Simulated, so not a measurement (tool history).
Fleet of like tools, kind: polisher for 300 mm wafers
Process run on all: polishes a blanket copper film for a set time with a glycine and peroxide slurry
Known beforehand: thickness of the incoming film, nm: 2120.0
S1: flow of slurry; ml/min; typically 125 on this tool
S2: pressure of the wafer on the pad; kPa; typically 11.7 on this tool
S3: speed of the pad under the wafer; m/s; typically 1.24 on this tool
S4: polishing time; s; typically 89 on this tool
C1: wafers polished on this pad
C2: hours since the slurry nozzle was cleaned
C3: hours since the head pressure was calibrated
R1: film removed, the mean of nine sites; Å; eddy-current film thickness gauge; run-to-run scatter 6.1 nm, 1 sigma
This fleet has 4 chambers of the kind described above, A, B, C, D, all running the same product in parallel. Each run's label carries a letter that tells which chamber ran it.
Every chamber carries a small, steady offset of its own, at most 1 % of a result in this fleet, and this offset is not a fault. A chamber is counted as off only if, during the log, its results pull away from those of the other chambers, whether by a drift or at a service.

| run | hour | S1 | S2 | S3 | S4 | C1 | C2 | C3 | R1 |
|---|---|---|---|---|---|---|---|---|---|
| 1C | 3.4 | 125 | 11.7 | 1.24 | 89 | 583 | 27.9 | 42.7 | 4668.7 |
| 2A | 9.8 | 125 | 11.7 | 1.24 | 89 | 1242 | 398.2 | 88.5 | 4774.4 |
|  | 13.3 | chamber A: worn pad replaced by a new one |
| 3D | 15 | 125 | 11.7 | 1.24 | 89 | 989 | 143.1 | 367.9 | 4644 |
|  | 19.3 | chamber D: worn pad replaced by a new one |
| 4B | 20.1 | 125 | 11.7 | 1.24 | 89 | 854 | 157.4 | 364.2 | 4870.4 |
| 5D | 23.9 | 125 | 11.7 | 1.24 | 89 | 60 | 152 | 376.8 | 4694.4 |
| 6A | 27.5 | 125 | 11.7 | 1.24 | 89 | 186 | 415.9 | 106.2 | 4875.1 |
| 7C | 30.8 | 125 | 11.7 | 1.24 | 89 | 940 | 55.3 | 70.1 | 4845.1 |
| 8B | 33.8 | 125 | 11.7 | 1.24 | 89 | 1032 | 171.1 | 377.9 | 4769.2 |
| 9C | 37.5 | 125 | 11.7 | 1.24 | 89 | 1027 | 62 | 76.8 | 4738.1 |
| 10D | 40.6 | 125 | 11.7 | 1.24 | 89 | 278 | 168.7 | 393.5 | 4706.7 |
| 11B | 44 | 125 | 11.7 | 1.24 | 89 | 1165 | 181.3 | 388.1 | 4731.5 |
| 12A | 48.3 | 125 | 11.7 | 1.24 | 89 | 457 | 436.7 | 127 | 4833.4 |
| 13B | 52.4 | 125 | 11.7 | 1.24 | 89 | 1275 | 189.7 | 396.5 | 4774.1 |
|  | 54 | chamber B: head pressure recalibrated |
| 14A | 56.3 | 125 | 11.7 | 1.38 | 89 | 562 | 444.7 | 135 | 5256.9 |
|  | 57 | chamber B: worn pad replaced by a new one |
|  | 61.7 | chamber C: worn pad replaced by a new one |
| 15D | 62.6 | 125 | 11.7 | 1.38 | 89 | 565 | 190.7 | 415.5 | 5187.2 |
| 16C | 67.2 | 125 | 11.7 | 1.38 | 89 | 72 | 91.7 | 106.5 | 4983 |
| 17D | 70.7 | 125 | 11.7 | 1.38 | 89 | 671 | 198.8 | 423.6 | 5193.8 |
| 18B | 73.5 | 125 | 11.7 | 1.24 | 89 | 215 | 210.8 | 19.6 | 4722.7 |
| 19C | 76.4 | 125 | 11.7 | 1.24 | 89 | 192 | 100.9 | 115.7 | 4681.8 |
| 20A | 79.6 | 125 | 11.7 | 1.24 | 89 | 866 | 468 | 158.3 | 4719.1 |
| 21A | 83.6 | 125 | 11.7 | 1.24 | 89 | 918 | 472 | 162.3 | 4798.4 |
| 22C | 87.6 | 125 | 11.7 | 1.24 | 89 | 338 | 112.1 | 126.9 | 4824.6 |
| 23B | 91.6 | 125 | 11.7 | 1.24 | 89 | 451 | 228.9 | 37.7 | 4633.5 |
|  | 92.7 | chamber B: slurry nozzle cleaned |
| 24D | 95.6 | 125 | 11.7 | 1.24 | 89 | 996 | 223.7 | 448.5 | 4640.8 |
| 25B | 102 | 155 | 13.8 | 1.24 | 89 | 587 | 9.3 | 48.1 | 5670.2 |
| 26C | 106.3 | 155 | 13.8 | 1.24 | 89 | 582 | 130.8 | 145.6 | 5627.4 |
| 27D | 111.6 | 155 | 13.8 | 1.24 | 89 | 1204 | 239.7 | 464.5 | 5685.9 |
|  | 113.4 | chamber D: worn pad replaced by a new one |
| 28A | 118 | 155 | 13.8 | 1.24 | 89 | 1366 | 506.4 | 196.7 | 5606 |
| 29C | 122.5 | 125 | 11.7 | 1.24 | 89 | 793 | 147 | 161.8 | 4728.4 |
|  | 124.8 | chamber A: worn pad replaced by a new one |
| 30B | 127.2 | 125 | 11.7 | 1.24 | 89 | 915 | 34.5 | 73.3 | 4723.1 |
| 31A | 130.9 | 125 | 11.7 | 1.24 | 89 | 80 | 519.3 | 209.6 | 4866.5 |
|  | 133 | chamber D: head pressure recalibrated |
| 32D | 137 | 125 | 11.7 | 1.24 | 89 | 308 | 265.1 | 4 | 4769.9 |
| 33B | 140.9 | 125 | 11.7 | 1.24 | 89 | 1094 | 48.2 | 87 | 4633.1 |
| 34C | 144.5 | 125 | 11.7 | 1.24 | 89 | 1080 | 169 | 183.8 | 4725.9 |
| 35D | 148.5 | 160 | 11.7 | 1.24 | 89 | 458 | 276.6 | 15.5 | 4993.9 |
| 36A | 151.9 | 160 | 11.7 | 1.24 | 89 | 354 | 540.3 | 230.6 | 4940.4 |
| 37C | 155.5 | 160 | 11.7 | 1.24 | 89 | 1223 | 180 | 194.8 | 5013.9 |

Has any chamber moved away from the others, gradually or after a service, or does the common gauge drift, or do the chambers differ only by their own small steady offsets? State the chamber and the most likely cause if one applies.

All chambers stay in line apart from their small fixed offsets, and the gauge does not drift.
